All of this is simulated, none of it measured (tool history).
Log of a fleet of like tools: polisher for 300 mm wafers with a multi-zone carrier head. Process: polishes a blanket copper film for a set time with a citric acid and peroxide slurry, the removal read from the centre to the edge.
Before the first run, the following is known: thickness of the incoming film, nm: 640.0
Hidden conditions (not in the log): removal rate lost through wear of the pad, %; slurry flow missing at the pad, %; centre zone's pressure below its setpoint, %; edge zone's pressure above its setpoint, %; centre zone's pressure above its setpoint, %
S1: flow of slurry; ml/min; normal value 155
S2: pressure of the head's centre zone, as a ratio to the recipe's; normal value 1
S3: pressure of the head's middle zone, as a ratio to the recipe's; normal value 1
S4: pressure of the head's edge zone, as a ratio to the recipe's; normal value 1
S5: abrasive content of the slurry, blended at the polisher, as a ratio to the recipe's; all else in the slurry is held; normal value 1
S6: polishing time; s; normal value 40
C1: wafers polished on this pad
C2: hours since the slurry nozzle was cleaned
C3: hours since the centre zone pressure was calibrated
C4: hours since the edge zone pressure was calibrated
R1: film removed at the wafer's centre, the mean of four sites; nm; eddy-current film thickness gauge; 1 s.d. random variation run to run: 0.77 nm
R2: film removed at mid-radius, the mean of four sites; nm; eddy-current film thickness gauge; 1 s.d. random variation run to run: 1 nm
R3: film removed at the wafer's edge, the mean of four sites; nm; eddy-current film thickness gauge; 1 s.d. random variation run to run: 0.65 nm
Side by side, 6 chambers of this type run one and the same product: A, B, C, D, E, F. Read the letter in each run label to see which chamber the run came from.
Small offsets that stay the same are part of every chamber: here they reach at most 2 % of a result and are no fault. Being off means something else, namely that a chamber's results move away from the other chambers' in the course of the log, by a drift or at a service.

| run | day | S1 | S2 | S3 | S4 | S5 | S6 | C1 | C2 | C3 | C4 | R1 | R2 | R3 |
|---|---|---|---|---|---|---|---|---|---|---|---|---|---|---|
|  | 0.308 | chamber B: edge zone pressure recalibrated |
| 1E | 0.454 | 155 | 1 | 1 | 1 | 1 | 40 | 904 | 177.5 | 715.8 | 656.1 | 73.394 | 75.922 | 74.951 |
|  | 0.471 | chamber F: worn pad replaced by a new one |
| 2C | 0.967 | 155 | 1 | 1 | 1 | 1 | 40 | 1432 | 435.4 | 68.7 | 940 | 74.213 | 73.91 | 74.435 |
|  | 1.117 | chamber C: worn pad replaced by a new one |
|  | 1.179 | chamber B: worn pad replaced by a new one |
| 3D | 1.296 | 155 | 1 | 1 | 1 | 1 | 40 | 1223 | 234.5 | 1484.1 | 567.9 | 75.306 | 74.593 | 74.348 |
|  | 1.65 | chamber A: worn pad replaced by a new one |
|  | 1.658 | chamber E: worn pad replaced by a new one |
| 4F | 1.7 | 155 | 1 | 1 | 1 | 1 | 40 | 497 | 206 | 245.5 | 369.5 | 73.562 | 74.071 | 74.052 |
|  | 1.833 | chamber D: worn pad replaced by a new one |
| 5B | 2.092 | 155 | 1 | 1 | 1 | 1 | 40 | 369 | 320.8 | 923 | 42.8 | 74.03 | 75.211 | 73.024 |
| 6A | 2.438 | 155 | 1 | 1 | 1 | 1 | 40 | 318 | 323.8 | 706.2 | 233.5 | 75.299 | 75.97 | 74.532 |
| 7D | 2.729 | 155 | 1.08 | 1 | 1 | 0.75 | 40 | 362 | 268.9 | 1518.5 | 602.3 | 75.882 | 72.032 | 70.086 |
| 8A | 3.188 | 155 | 1.08 | 1 | 1 | 0.75 | 40 | 620 | 341.8 | 724.2 | 251.5 | 77.16 | 71.178 | 70.979 |
|  | 3.467 | chamber B: centre zone pressure recalibrated |
| 9C | 3.533 | 155 | 1.08 | 1 | 1 | 0.75 | 40 | 976 | 497 | 130.3 | 1001.6 | 77.187 | 70.377 | 69.31 |
|  | 3.562 | chamber F: worn pad replaced by a new one |
|  | 3.879 | chamber A: centre zone pressure recalibrated |
| 10F | 3.942 | 155 | 1.08 | 1 | 1 | 0.75 | 40 | 153 | 259.8 | 299.3 | 423.3 | 76.553 | 70.982 | 70.098 |
|  | 4.121 | chamber B: worn pad replaced by a new one |
|  | 4.317 | chamber C: worn pad replaced by a new one |
| 11B | 4.354 | 155 | 1.08 | 1 | 1 | 0.75 | 40 | 95 | 375.1 | 21.4 | 97.1 | 76.714 | 70.142 | 70.48 |
|  | 4.429 | chamber D: centre zone pressure recalibrated |
|  | 4.642 | chamber D: worn pad replaced by a new one |
|  | 4.65 | chamber E: centre zone pressure recalibrated |
| 12E | 4.696 | 155 | 1.08 | 1 | 1 | 0.75 | 40 | 1227 | 279.3 | 1.2 | 757.9 | 75.216 | 68.31 | 71.062 |
|  | 5.175 | chamber E: worn pad replaced by a new one |
| 13A | 5.204 | 155 | 1 | 1 | 1 | 1 | 40 | 1434 | 390.2 | 31.8 | 299.9 | 73.579 | 73.082 | 74.624 |
|  | 5.358 | chamber A: worn pad replaced by a new one |
| 14C | 5.542 | 155 | 1 | 1 | 1 | 1 | 40 | 495 | 545.2 | 178.5 | 1049.8 | 74.575 | 73.582 | 74.326 |
|  | 5.808 | chamber A: edge zone pressure recalibrated |
|  | 5.817 | chamber A: slurry nozzle cleaned |
| 15D | 5.821 | 155 | 1 | 1 | 1 | 1 | 40 | 476 | 343.1 | 33.5 | 676.5 | 75.123 | 75.264 | 75.691 |
|  | 6.275 | chamber C: slurry nozzle cleaned |
| 16E | 6.317 | 155 | 1 | 1 | 1 | 1 | 40 | 462 | 318.2 | 40.1 | 796.8 | 72.663 | 75.801 | 75.903 |
| 17F | 6.542 | 155 | 1 | 1.09 | 1 | 1.15 | 40 | 1203 | 322.2 | 361.7 | 485.7 | 75.916 | 79.842 | 75.904 |
|  | 6.575 | chamber F: worn pad replaced by a new one |
| 18B | 6.929 | 155 | 1 | 1.09 | 1 | 1.15 | 40 | 1135 | 436.9 | 83.2 | 158.9 | 75.777 | 82.045 | 76.831 |
|  | 7.146 | chamber B: worn pad replaced by a new one |
| 19B | 7.262 | 155 | 1 | 1.09 | 1 | 1.15 | 40 | 47 | 444.9 | 91.2 | 166.9 | 77.351 | 85.454 | 77.752 |
|  | 7.558 | chamber C: worn pad replaced by a new one |
| 20C | 7.588 | 155 | 1 | 1.09 | 1 | 1.15 | 40 | 11 | 31.6 | 227.6 | 1098.9 | 76.264 | 81.078 | 76.587 |
| 21A | 8.096 | 155 | 1 | 1.09 | 1 | 1.15 | 40 | 1106 | 54.7 | 101.2 | 55 | 76.878 | 80.087 | 76.485 |
|  | 8.254 | chamber D: worn pad replaced by a new one |
| 22D | 8.404 | 155 | 1 | 1.09 | 1 | 1.15 | 40 | 61 | 405.1 | 95.5 | 738.5 | 75.951 | 84 | 76.571 |
|  | 8.538 | chamber E: worn pad replaced by a new one |
|  | 8.625 | chamber A: worn pad replaced by a new one |
| 23F | 8.842 | 125 | 1 | 1 | 1 | 1 | 44 | 915 | 377.4 | 416.9 | 540.9 | 73.892 | 75.186 | 77.74 |
| 24E | 9.117 | 125 | 1 | 1 | 1 | 1 | 44 | 234 | 385.4 | 107.3 | 864 | 78.424 | 78.024 | 78.297 |
|  | 9.354 | chamber F: worn pad replaced by a new one |
| 25B | 9.6 | 125 | 1 | 1 | 1 | 1 | 44 | 991 | 501 | 147.3 | 223 | 77.785 | 78.941 | 78.757 |
|  | 9.854 | chamber B: worn pad replaced by a new one |
| 26F | 9.946 | 125 | 1 | 1 | 1 | 1 | 44 | 240 | 403.9 | 443.4 | 567.4 | 71.905 | 73.481 | 76.917 |
| 27D | 10.25 | 125 | 1 | 1 | 1 | 1 | 44 | 806 | 449.4 | 139.8 | 782.8 | 77.69 | 79.108 | 79.359 |
| 28C | 10.729 | 125 | 1 | 1 | 1 | 1 | 44 | 1279 | 107 | 303 | 1174.3 | 78.095 | 76.609 | 78.06 |
|  | 10.833 | chamber C: worn pad replaced by a new one |
| 29A | 11.167 | 155 | 1 | 1 | 1 | 1 | 40 | 1026 | 128.4 | 174.9 | 128.7 | 74.117 | 75.086 | 73.628 |
|  | 11.175 | chamber D: worn pad replaced by a new one |
| 30E | 11.554 | 155 | 1 | 1 | 1 | 1 | 40 | 1218 | 443.9 | 165.8 | 922.5 | 72.897 | 74.469 | 73.434 |
|  | 11.842 | chamber A: worn pad replaced by a new one |
| 31A | 11.929 | 180 | 1.07 | 1 | 1 | 1 | 40 | 36 | 146.7 | 193.2 | 147 | 81.982 | 76.473 | 77.076 |
|  | 12.129 | chamber F: worn pad replaced by a new one |
|  | 12.175 | chamber B: worn pad replaced by a new one |
| 32C | 12.312 | 180 | 1.07 | 1 | 1 | 1 | 40 | 597 | 145 | 341 | 1212.3 | 81.821 | 75.039 | 74.639 |
| 33E | 12.542 | 180 | 1.07 | 1 | 1 | 1 | 40 | 1617 | 467.6 | 189.5 | 946.2 | 80.858 | 76.849 | 74.676 |
| 34F | 13.046 | 180 | 1.07 | 1 | 1 | 1 | 40 | 369 | 478.3 | 517.8 | 641.8 | 75.017 | 68.882 | 72.319 |
| 35D | 13.321 | 180 | 1.07 | 1 | 1 | 1 | 40 | 866 | 523.1 | 213.5 | 856.5 | 83.486 | 76.139 | 74.99 |
| 36B | 13.588 | 180 | 1.07 | 1 | 1 | 1 | 40 | 571 | 596.7 | 243 | 318.7 | 82.41 | 76.105 | 75.204 |

For the next run the whole fleet of 6 chambers uses the same settings. Give each chamber's results:
| 37A | 13.962 | 155 | 1 | 1 | 1 | 1 | 40 |  |  |  |  | ? | ? | ? |
| 37B | 13.962 | 155 | 1 | 1 | 1 | 1 | 40 |  |  |  |  | ? | ? | ? |
| 37C | 13.962 | 155 | 1 | 1 | 1 | 1 | 40 |  |  |  |  | ? | ? | ? |
| 37D | 13.962 | 155 | 1 | 1 | 1 | 1 | 40 |  |  |  |  | ? | ? | ? |
| 37E | 13.962 | 155 | 1 | 1 | 1 | 1 | 40 |  |  |  |  | ? | ? | ? |
| 37F | 13.962 | 155 | 1 | 1 | 1 | 1 | 40 |  |  |  |  | ? | ? | ? |

| run | R1 | R2 | R3 |
|---|---|---|---|
| 37A | 73.128 | 75.637 | 74.648 |
| 37B | 74.449 | 73.633 | 74.671 |
| 37C | 74.423 | 75.643 | 74.757 |
| 37D | 74.213 | 74.515 | 73.294 |
| 37E | 74.192 | 75.136 | 74.941 |
| 37F | 65.901 | 65.647 | 70.261 |
